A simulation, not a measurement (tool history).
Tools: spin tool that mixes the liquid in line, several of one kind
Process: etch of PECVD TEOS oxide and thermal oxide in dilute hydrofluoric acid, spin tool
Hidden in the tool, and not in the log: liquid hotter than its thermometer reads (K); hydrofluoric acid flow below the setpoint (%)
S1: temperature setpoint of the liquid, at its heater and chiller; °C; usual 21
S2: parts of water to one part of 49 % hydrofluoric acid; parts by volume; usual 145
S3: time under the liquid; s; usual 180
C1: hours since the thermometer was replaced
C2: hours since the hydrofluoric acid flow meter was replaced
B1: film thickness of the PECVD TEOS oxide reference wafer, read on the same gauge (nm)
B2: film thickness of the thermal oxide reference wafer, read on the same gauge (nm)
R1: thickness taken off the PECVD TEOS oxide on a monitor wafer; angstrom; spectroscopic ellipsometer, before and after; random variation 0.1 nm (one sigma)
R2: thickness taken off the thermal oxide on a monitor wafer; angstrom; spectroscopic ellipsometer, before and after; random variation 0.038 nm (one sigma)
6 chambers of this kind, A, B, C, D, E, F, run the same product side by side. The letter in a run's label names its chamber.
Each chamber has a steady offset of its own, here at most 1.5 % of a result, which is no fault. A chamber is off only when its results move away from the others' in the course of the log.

run	day	S1	S2	S3	C1	C2	B1	B2	R1	R2
1D	0.192	21	145	180	547.2	425.4	39.988	59.964	144.43	51.851
2A	0.396	21	145	180	818.9	693.0	39.995	59.993	144.69	50.625
3C	0.783	21	145	180	737.9	1126.7	39.997	59.971	143.34	50.978
4F	1.200	21	145	180	58.9	77.2	40.024	59.968	141.91	50.923
5E	1.525	21	145	180	827.8	1662.8	40.017	59.979	143.81	50.988
6B	1.746	18	110	180	989.0	264.6	40.002	59.981	177.26	61.992
7A	2.088	18	110	180	859.5	733.6	39.999	59.967	175.47	62.291
8D	2.346	18	110	180	598.9	477.1	40.010	60.005	175.68	61.539
# day 2.350: chamber A: thermometer replaced
# day 2.392: chamber D: hydrofluoric acid flow meter replaced
9C	2.546	18	110	180	780.2	1169.0	40.026	60.007	174.60	61.662
10B	2.967	18	110	180	1018.3	293.9	39.990	59.999	177.15	63.017
11E	3.262	18	110	180	869.5	1704.5	39.987	59.991	173.79	61.627
12F	3.500	21	145	180	114.1	132.4	39.976	60.039	143.80	51.711
13C	3.892	21	145	180	812.5	1201.3	40.027	59.992	142.66	51.780
14D	4.125	21	145	180	641.6	41.7	39.960	59.997	144.03	51.101
15E	4.446	21	145	180	897.9	1732.9	40.001	59.999	143.09	51.424
16F	4.729	21	145	180	143.6	161.9	39.989	60.019	142.14	50.517
17B	5.100	21	145	180	1069.5	345.1	39.956	59.985	147.64	51.917
18A	5.400	21	145	180	73.2	813.1	39.991	59.997	145.13	51.497
19A	5.621	21	145	180	78.5	818.4	39.996	59.999	144.54	51.250
20F	5.862	21	145	180	170.8	189.1	39.979	59.994	144.13	51.062
21C	6.117	21	85	180	865.9	1254.7	39.989	60.010	261.43	92.385
22B	6.338	21	85	180	1099.2	374.8	39.974	59.992	264.91	94.013
23E	6.567	21	85	180	948.8	1783.8	40.004	59.969	259.20	93.116
24D	6.933	21	85	180	709.0	109.1	39.962	59.991	269.88	95.356
# day 6.967: chamber B: thermometer replaced
25D	7.267	21	85	180	717.0	117.1	39.993	59.992	268.85	95.645
26F	7.588	21	85	180	212.2	230.5	39.996	59.974	262.91	94.465
27A	7.962	21	145	225	134.7	874.6	40.012	59.990	180.43	63.288
28C	8.388	21	145	225	920.4	1309.2	40.011	59.980	180.03	64.311
29E	8.783	21	145	225	1002.0	1837.0	40.021	59.966	179.55	63.814
# day 9.142: chamber A: hydrofluoric acid flow meter replaced
30B	9.204	21	145	225	53.8	443.6	40.023	60.032	181.50	65.277
31A	9.625	21	145	225	174.6	11.7	39.996	60.008	181.69	63.707
# day 9.717: chamber C: thermometer replaced
32F	9.879	21	145	225	267.2	285.5	39.981	59.993	179.97	63.534
33C	10.229	21	145	180	12.3	1353.4	39.981	60.005	145.02	51.235
34D	10.512	21	145	180	794.9	195.0	40.000	60.001	145.55	52.417
35B	10.900	21	145	180	94.5	484.3	40.016	60.003	145.29	52.009
36E	11.333	17	145	180	1063.2	1898.2	39.980	59.976	120.80	42.971
37C	11.554	17	145	180	44.1	1385.2	39.975	60.017	122.60	43.648
38D	11.812	17	145	180	826.1	226.2	40.021	59.984	124.50	44.487
39B	12.104	17	145	180	123.4	513.2	40.008	60.006	125.09	44.102
40E	12.383	17	145	180	1088.4	1923.4	40.007	60.033	122.06	43.807
41F	12.742	17	145	180	335.9	354.2	40.016	60.006	120.75	43.361

What goes on in this fleet: one chamber off, a drifting gauge, or nothing beyond the chambers' own small offsets? Name the chamber and the cause, if any.

No chamber stands off beyond its own small offset, and the gauge holds steady.
